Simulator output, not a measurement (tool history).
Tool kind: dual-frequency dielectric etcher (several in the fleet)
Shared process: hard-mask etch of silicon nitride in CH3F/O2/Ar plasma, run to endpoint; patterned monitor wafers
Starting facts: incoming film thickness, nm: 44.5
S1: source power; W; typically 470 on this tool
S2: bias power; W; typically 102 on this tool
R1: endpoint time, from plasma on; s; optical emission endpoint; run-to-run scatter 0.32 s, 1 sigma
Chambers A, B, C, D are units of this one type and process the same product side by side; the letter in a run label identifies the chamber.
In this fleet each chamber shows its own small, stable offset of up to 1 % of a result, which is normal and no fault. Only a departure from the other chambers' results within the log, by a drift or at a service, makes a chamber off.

run   hour   S1   S2      R1
 1D    2.6  470  102  53.816
 2A    6.1  470  102  53.804
      10.5  -- chamber A: wet clean of the chamber
 3C   11.3  470  102  54.056
 4B   16.9  470  102  53.737
 5B   20.3  470  102  53.647
 6A   25.8  470  102  54.034
 7D   28.4  470  102  54.249
 8C   33.2  470  102  53.395
 9A   37.1  470  102  53.850
10C   41.1  470  102  53.475
11B   46.0  470  102  53.409
12D   48.8  470  102  53.661
13C   52.9  470  102  54.279
14B   56.0  470  102  53.400
15D   61.4  470  102  53.749
16A   64.0  470  102  54.330
      65.1  -- chamber C: source power generator calibrated
17A   66.7  470  102  54.348
18D   71.0  470  102  53.790
      75.2  -- chamber B: wet clean of the chamber
19B   76.3  470  102  53.756
20C   79.6  470  102  55.049
21B   84.5  390  115  54.427
22A   88.2  390  115  54.909
23C   92.8  390  115  57.095
24D   97.6  390  115  54.735
25A  102.4  470  102  53.334
26C  107.9  470  102  55.909
27B  110.5  470  102  52.860
28D  115.2  470  102  53.569
29A  118.8  510  102  52.212

Next, all 4 chambers run the settings below, one line each with question marks for the results. What does each chamber give?
30A  122.9  550  102   ?
30B  122.9  550  102   ?
30C  122.9  550  102   ?
30D  122.9  550  102   ?

run      R1
30A  51.507
30B  50.023
30C  53.906
30D  50.545
